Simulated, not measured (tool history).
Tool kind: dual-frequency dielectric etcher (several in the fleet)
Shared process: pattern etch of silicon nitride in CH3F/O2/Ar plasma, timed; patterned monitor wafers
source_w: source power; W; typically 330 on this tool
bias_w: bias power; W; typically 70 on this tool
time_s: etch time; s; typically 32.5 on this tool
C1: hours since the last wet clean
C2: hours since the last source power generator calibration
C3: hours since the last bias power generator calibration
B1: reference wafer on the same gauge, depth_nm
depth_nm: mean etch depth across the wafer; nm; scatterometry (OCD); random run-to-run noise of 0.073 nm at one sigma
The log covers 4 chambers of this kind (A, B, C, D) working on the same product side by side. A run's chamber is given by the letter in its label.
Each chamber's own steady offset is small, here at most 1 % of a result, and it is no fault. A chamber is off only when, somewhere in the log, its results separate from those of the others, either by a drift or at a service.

Run 1A, day 0.217: usual settings; C1 132.7; C2 15.0; C3 74.6; B1 21.792. Result: depth_nm 21.018 nm.
Run 2D, day 0.317: usual settings; C1 106.1; C2 1621.0; C3 217.5; B1 21.813. Result: depth_nm 20.883 nm.
Run 3B, day 0.438: usual settings; C1 378.1; C2 4089.5; C3 17.6; B1 21.802. Result: depth_nm 20.967 nm.
Run 4C, day 0.592: usual settings; C1 363.7; C2 445.2; C3 1854.4; B1 21.815. Result: depth_nm 21.218 nm.
Run 5C, day 0.733: usual settings; C1 367.1; C2 448.6; C3 1857.8; B1 21.790. Result: depth_nm 20.991 nm.
Run 6B, day 0.900: usual settings; C1 389.2; C2 4100.6; C3 28.7; B1 21.792. Result: depth_nm 20.968 nm.
Run 7A, day 1.075: usual settings; C1 153.3; C2 35.6; C3 95.2; B1 21.818. Result: depth_nm 20.990 nm.
Run 8D, day 1.188: usual settings; C1 127.0; C2 1641.9; C3 238.4; B1 21.805. Result: depth_nm 20.721 nm.
Run 9B, day 1.342: usual settings; C1 399.8; C2 4111.2; C3 39.3; B1 21.809. Result: depth_nm 21.026 nm.
Run 10A, day 1.442: usual settings; C1 162.1; C2 44.4; C3 104.0; B1 21.793. Result: depth_nm 20.915 nm.
Run 11D, day 1.579: usual settings; C1 136.4; C2 1651.3; C3 247.8; B1 21.797. Result: depth_nm 20.999 nm.
Run 12C, day 1.688: usual settings; C1 390.0; C2 471.5; C3 1880.7; B1 21.818. Result: depth_nm 21.063 nm.
Run 13D, day 1.788: usual settings; C1 141.4; C2 1656.3; C3 252.8; B1 21.815. Result: depth_nm 20.949 nm.
Run 14A, day 2.004: usual settings but bias_w 83 W, time_s 29.0 s; C1 175.6; C2 57.9; C3 117.5; B1 21.802. Result: depth_nm 19.865 nm.
Run 15B, day 2.162: usual settings but bias_w 83 W, time_s 29.0 s; C1 419.5; C2 4130.9; C3 59.0; B1 21.806. Result: depth_nm 19.886 nm.
Run 16C, day 2.338: usual settings but bias_w 83 W, time_s 29.0 s; C1 405.6; C2 487.1; C3 1896.3; B1 21.781. Result: depth_nm 19.926 nm.
Run 17D, day 2.483: usual settings but bias_w 83 W, time_s 29.0 s; C1 158.1; C2 1673.0; C3 269.5; B1 21.805. Result: depth_nm 19.749 nm.
Run 18A, day 2.588: usual settings but source_w 270 W; C1 189.6; C2 71.9; C3 131.5; B1 21.792. Result: depth_nm 19.488 nm.
Run 19C, day 2.812: usual settings but source_w 270 W; C1 417.0; C2 498.5; C3 1907.7; B1 21.803. Result: depth_nm 19.550 nm.
Run 20B, day 2.958: usual settings but source_w 270 W; C1 438.6; C2 4150.0; C3 78.1; B1 21.790. Result: depth_nm 19.586 nm.
Run 21B, day 3.092: usual settings but source_w 270 W; C1 441.8; C2 4153.2; C3 81.3; B1 21.791. Result: depth_nm 19.582 nm.
Run 22C, day 3.208: usual settings; C1 426.5; C2 508.0; C3 1917.2; B1 21.797. Result: depth_nm 21.105 nm.
Run 23A, day 3.371: usual settings but source_w 260 W, time_s 29.0 s; C1 208.4; C2 90.7; C3 150.3; B1 21.791. Result: depth_nm 17.200 nm.
At day 3.438: chamber B: wet clean of the chamber.
Run 24D, day 3.492: usual settings but source_w 260 W, time_s 29.0 s; C1 182.3; C2 1697.2; C3 293.7; B1 21.779. Result: depth_nm 17.053 nm.
At day 3.525: chamber B: source power generator calibrated.
Run 25C, day 3.642: usual settings but source_w 260 W, time_s 29.0 s; C1 436.9; C2 518.4; C3 1927.6; B1 21.792. Result: depth_nm 17.254 nm.
Run 26A, day 3.854: usual settings but source_w 260 W, time_s 29.0 s; C1 220.0; C2 102.3; C3 161.9; B1 21.794. Result: depth_nm 17.046 nm.
Run 27B, day 4.042: usual settings; C1 14.5; C2 12.4; C3 104.1; B1 21.819. Result: depth_nm 20.337 nm.
Run 28D, day 4.196: usual settings; C1 199.2; C2 1714.1; C3 310.6; B1 21.798. Result: depth_nm 20.786 nm.
Run 29D, day 4.421: usual settings; C1 204.6; C2 1719.5; C3 316.0; B1 21.798. Result: depth_nm 20.908 nm.
Run 30C, day 4.642: usual settings; C1 460.9; C2 542.4; C3 1951.6; B1 21.802. Result: depth_nm 21.025 nm.
Run 31B, day 4.821: usual settings; C1 33.2; C2 31.1; C3 122.8; B1 21.821. Result: depth_nm 20.337 nm.
Run 32A, day 4.979: usual settings; C1 247.0; C2 129.3; C3 188.9; B1 21.805. Result: depth_nm 20.989 nm.
Run 33C, day 5.171: usual settings; C1 473.6; C2 555.1; C3 1964.3; B1 21.797. Result: depth_nm 21.034 nm.
Run 34D, day 5.275: usual settings; C1 225.1; C2 1740.0; C3 336.5; B1 21.812. Result: depth_nm 20.903 nm.
Run 35A, day 5.479: usual settings but source_w 300 W, bias_w 54 W; C1 259.0; C2 141.3; C3 200.9; B1 21.803. Result: depth_nm 18.600 nm.
Run 36B, day 5.658: usual settings but source_w 300 W, bias_w 54 W; C1 53.3; C2 51.2; C3 142.9; B1 21.798. Result: depth_nm 17.941 nm.
Run 37B, day 5.771: usual settings but source_w 300 W, bias_w 54 W; C1 56.0; C2 53.9; C3 145.6; B1 21.791. Result: depth_nm 17.842 nm.
Run 38C, day 5.996: usual settings but source_w 300 W, bias_w 54 W; C1 493.4; C2 574.9; C3 1984.1; B1 21.807. Result: depth_nm 18.591 nm.
Run 39A, day 6.162: usual settings; C1 275.4; C2 157.7; C3 217.3; B1 21.798. Result: depth_nm 20.990 nm.
Run 40D, day 6.292: usual settings but source_w 360 W, time_s 37.0 s; C1 249.5; C2 1764.4; C3 360.9; B1 21.787. Result: depth_nm 24.598 nm.
Run 41A, day 6.492: usual settings but source_w 360 W, time_s 37.0 s; C1 283.3; C2 165.6; C3 225.2; B1 21.789. Result: depth_nm 24.801 nm.

The same settings go to every chamber for the next run, one line per chamber below. Forecast the results for each:
Run 42A, day 6.654: usual settings but time_s 26.0 s. Result: depth_nm ?.
Run 42B, day 6.654: usual settings but time_s 26.0 s. Result: depth_nm ?.
Run 42C, day 6.654: usual settings but time_s 26.0 s. Result: depth_nm ?.
Run 42D, day 6.654: usual settings but time_s 26.0 s. Result: depth_nm ?.

run  depth_nm
42A    16.725
42B    16.163
42C    16.847
42D    16.750
